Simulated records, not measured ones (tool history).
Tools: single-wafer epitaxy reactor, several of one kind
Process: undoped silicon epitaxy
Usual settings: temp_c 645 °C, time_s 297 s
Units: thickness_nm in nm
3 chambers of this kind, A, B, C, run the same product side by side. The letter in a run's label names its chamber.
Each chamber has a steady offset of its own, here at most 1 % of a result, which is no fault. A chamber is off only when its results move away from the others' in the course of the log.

| run | hour | temp_c | time_s | read-back reference wafer on the same gauge, thickness_nm | thickness_nm |
|---|---|---|---|---|---|
| 1C | 2.6 | 645 | 297 | 52.301 | 44.851 |
| 2A | 6.2 | 645 | 297 | 52.332 | 44.97 |
| 3B | 9.7 | 645 | 297 | 52.314 | 44.626 |
| 4A | 12.6 | 645 | 297 | 52.325 | 45.108 |
| 5C | 17 | 645 | 297 | 52.325 | 44.777 |
| 6B | 20.7 | 645 | 297 | 52.304 | 44.356 |
| 7B | 23.7 | 645 | 297 | 52.299 | 44.432 |
| 8A | 26.9 | 645 | 297 | 52.308 | 45.153 |
| 9C | 30.1 | 631 | 297 | 52.329 | 32.706 |
| 10A | 33.9 | 631 | 297 | 52.334 | 32.877 |
| 11C | 38.4 | 631 | 297 | 52.312 | 33.075 |
| 12B | 41.8 | 645 | 297 | 52.278 | 44.652 |
| 13A | 45 | 645 | 297 | 52.292 | 44.916 |
| 14B | 49.6 | 645 | 297 | 52.355 | 44.496 |
| 15C | 53.9 | 645 | 297 | 52.301 | 45.481 |
| 16A | 57.8 | 645 | 297 | 52.319 | 44.961 |
| 17B | 60.7 | 645 | 297 | 52.335 | 44.411 |
| 18C | 65.1 | 645 | 297 | 52.329 | 45.782 |
| 19A | 68.7 | 645 | 297 | 52.29 | 44.799 |
| 20C | 71.3 | 645 | 297 | 52.276 | 45.919 |
| 21B | 75.8 | 645 | 297 | 52.342 | 44.163 |
| 22B | 80.1 | 645 | 297 | 52.308 | 44.382 |
| 23A | 83 | 645 | 297 | 52.309 | 44.878 |
| 24C | 85.9 | 656 | 316 | 52.333 | 62.677 |

Next, every chamber runs the same settings. What will each give?
| 25A | 89.2 | 656 | 297 |  | ? |
| 25B | 89.2 | 656 | 297 |  | ? |
| 25C | 89.2 | 656 | 297 |  | ? |

| run | thickness_nm |
|---|---|
| 25A | 57.116 |
| 25B | 56.6 |
| 25C | 58.916 |

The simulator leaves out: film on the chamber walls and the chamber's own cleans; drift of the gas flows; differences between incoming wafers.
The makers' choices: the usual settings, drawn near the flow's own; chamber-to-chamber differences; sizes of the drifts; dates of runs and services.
